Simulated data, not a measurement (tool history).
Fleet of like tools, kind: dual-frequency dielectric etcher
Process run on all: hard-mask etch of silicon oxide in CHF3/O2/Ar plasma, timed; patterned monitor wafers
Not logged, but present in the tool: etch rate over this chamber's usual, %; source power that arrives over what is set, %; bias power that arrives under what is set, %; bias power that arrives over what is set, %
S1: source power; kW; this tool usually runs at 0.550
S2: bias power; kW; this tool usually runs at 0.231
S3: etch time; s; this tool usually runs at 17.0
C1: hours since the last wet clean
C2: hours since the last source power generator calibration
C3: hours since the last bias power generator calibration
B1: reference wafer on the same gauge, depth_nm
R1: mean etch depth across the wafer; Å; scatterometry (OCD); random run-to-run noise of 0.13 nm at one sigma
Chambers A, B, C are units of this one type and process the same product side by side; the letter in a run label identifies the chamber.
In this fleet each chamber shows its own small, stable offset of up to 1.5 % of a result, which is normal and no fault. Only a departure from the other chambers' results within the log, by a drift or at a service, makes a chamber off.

{"run": "1A", "hour": 7.0, "S1": 0.55, "S2": 0.231, "S3": 17.0, "C1": 361.8, "C2": 4070.1, "C3": 3790.3, "B1": 35.602, "R1": 350.37}
{"run": "2C", "hour": 15.7, "S1": 0.55, "S2": 0.231, "S3": 17.0, "C1": 421.0, "C2": 2152.1, "C3": 1618.9, "B1": 35.605, "R1": 361.72}
{"run": "3B", "hour": 26.4, "S1": 0.55, "S2": 0.231, "S3": 17.0, "C1": 189.8, "C2": 170.2, "C3": 660.0, "B1": 35.594, "R1": 355.54}
{"run": "4C", "hour": 36.8, "S1": 0.55, "S2": 0.231, "S3": 17.0, "C1": 442.1, "C2": 2173.2, "C3": 1640.0, "B1": 35.609, "R1": 357.86}
{"run": "5A", "hour": 46.0, "S1": 0.55, "S2": 0.231, "S3": 20.5, "C1": 400.8, "C2": 4109.1, "C3": 3829.3, "B1": 35.631, "R1": 421.25}
{"run": "6B", "hour": 56.7, "S1": 0.55, "S2": 0.231, "S3": 20.5, "C1": 220.1, "C2": 200.5, "C3": 690.3, "B1": 35.6, "R1": 430.71}
{"run": "7A", "hour": 66.2, "S1": 0.55, "S2": 0.231, "S3": 20.5, "C1": 421.0, "C2": 4129.3, "C3": 3849.5, "B1": 35.627, "R1": 422.45}
{"run": "8C", "hour": 75.9, "S1": 0.55, "S2": 0.231, "S3": 17.0, "C1": 481.2, "C2": 2212.3, "C3": 1679.1, "B1": 35.632, "R1": 358.04}
{"run": "9B", "hour": 85.7, "S1": 0.55, "S2": 0.231, "S3": 17.0, "C1": 249.1, "C2": 229.5, "C3": 719.3, "B1": 35.586, "R1": 359.08}
{"run": "10C", "hour": 93.3, "S1": 0.55, "S2": 0.231, "S3": 17.0, "C1": 498.6, "C2": 2229.7, "C3": 1696.5, "B1": 35.587, "R1": 357.32}
{"run": "11A", "hour": 101.1, "S1": 0.55, "S2": 0.231, "S3": 17.0, "C1": 455.9, "C2": 4164.2, "C3": 3884.4, "B1": 35.598, "R1": 352.6}
{"run": "12B", "hour": 110.4, "S1": 0.55, "S2": 0.231, "S3": 17.0, "C1": 273.8, "C2": 254.2, "C3": 744.0, "B1": 35.633, "R1": 359.48}
{"run": "13B", "hour": 118.0, "S1": 0.55, "S2": 0.231, "S3": 17.0, "C1": 281.4, "C2": 261.8, "C3": 751.6, "B1": 35.591, "R1": 359.03}
{"run": "14C", "hour": 128.0, "S1": 0.55, "S2": 0.231, "S3": 17.0, "C1": 533.3, "C2": 2264.4, "C3": 1731.2, "B1": 35.617, "R1": 359.78}
{"hour": 129.0, "done": "chamber C: wet clean of the chamber"}
{"run": "15A", "hour": 134.6, "S1": 0.55, "S2": 0.231, "S3": 17.0, "C1": 489.4, "C2": 4197.7, "C3": 3917.9, "B1": 35.58, "R1": 350.15}
{"run": "16B", "hour": 145.6, "S1": 0.55, "S2": 0.231, "S3": 17.0, "C1": 309.0, "C2": 289.4, "C3": 779.2, "B1": 35.594, "R1": 357.71}
{"run": "17A", "hour": 154.0, "S1": 0.55, "S2": 0.231, "S3": 17.0, "C1": 508.8, "C2": 4217.1, "C3": 3937.3, "B1": 35.62, "R1": 350.55}
{"run": "18C", "hour": 163.2, "S1": 0.55, "S2": 0.2, "S3": 13.5, "C1": 34.2, "C2": 2299.6, "C3": 1766.4, "B1": 35.576, "R1": 280.6}
{"run": "19C", "hour": 170.2, "S1": 0.55, "S2": 0.2, "S3": 13.5, "C1": 41.2, "C2": 2306.6, "C3": 1773.4, "B1": 35.632, "R1": 280.41}
{"run": "20B", "hour": 177.9, "S1": 0.55, "S2": 0.2, "S3": 13.5, "C1": 341.3, "C2": 321.7, "C3": 811.5, "B1": 35.581, "R1": 269.96}
{"run": "21A", "hour": 184.7, "S1": 0.55, "S2": 0.231, "S3": 17.0, "C1": 539.5, "C2": 4247.8, "C3": 3968.0, "B1": 35.599, "R1": 348.95}
{"run": "22A", "hour": 195.1, "S1": 0.55, "S2": 0.231, "S3": 17.0, "C1": 549.9, "C2": 4258.2, "C3": 3978.4, "B1": 35.612, "R1": 353.45}
{"run": "23B", "hour": 202.1, "S1": 0.55, "S2": 0.231, "S3": 17.0, "C1": 365.5, "C2": 345.9, "C3": 835.7, "B1": 35.651, "R1": 357.1}
{"run": "24C", "hour": 212.3, "S1": 0.67, "S2": 0.231, "S3": 21.0, "C1": 83.3, "C2": 2348.7, "C3": 1815.5, "B1": 35.57, "R1": 492.25}
{"run": "25B", "hour": 219.9, "S1": 0.67, "S2": 0.231, "S3": 21.0, "C1": 383.3, "C2": 363.7, "C3": 853.5, "B1": 35.57, "R1": 475.87}
{"run": "26A", "hour": 230.6, "S1": 0.67, "S2": 0.231, "S3": 21.0, "C1": 585.4, "C2": 4293.7, "C3": 4013.9, "B1": 35.613, "R1": 469.06}

One chamber off, gauge drift, or nothing amiss beyond the chambers' own small offsets? If it is a chamber, which one, and what is the likeliest cause?

Chamber C has stood off from the others ever since a service on it.
Cause: etch rate over this chamber's usual, % = 3.06.

Chamber C could run next with any of the 4 candidate recipes listed below; each alters the usual settings, and their results appear as question marks. Which one brings its results back in line with what the other chambers deliver on the usual settings?
A result is in line if it is within this distance of the other chambers' mean on the usual settings: R1 4.50 Å
{"run": "27C-1", "hour": 238.5, "S1": 0.56, "S2": 0.231, "S3": 17.5, "R1": "?"}
{"run": "27C-2", "hour": 238.5, "S1": 0.52, "S2": 0.231, "S3": 17.0, "R1": "?"}
{"run": "27C-3", "hour": 238.5, "S1": 0.52, "S2": 0.219, "S3": 17.0, "R1": "?"}
{"run": "27C-4", "hour": 238.5, "S1": 0.58, "S2": 0.231, "S3": 17.0, "R1": "?"}

The other chambers' mean on the usual settings: R1 354.66 Å
run=27C-1 R1=382.76
run=27C-2 R1=361.61
run=27C-3 R1=354.95
run=27C-4 R1=376.77
Change 27C-3 lands the chamber within the allowed miss of the other chambers.

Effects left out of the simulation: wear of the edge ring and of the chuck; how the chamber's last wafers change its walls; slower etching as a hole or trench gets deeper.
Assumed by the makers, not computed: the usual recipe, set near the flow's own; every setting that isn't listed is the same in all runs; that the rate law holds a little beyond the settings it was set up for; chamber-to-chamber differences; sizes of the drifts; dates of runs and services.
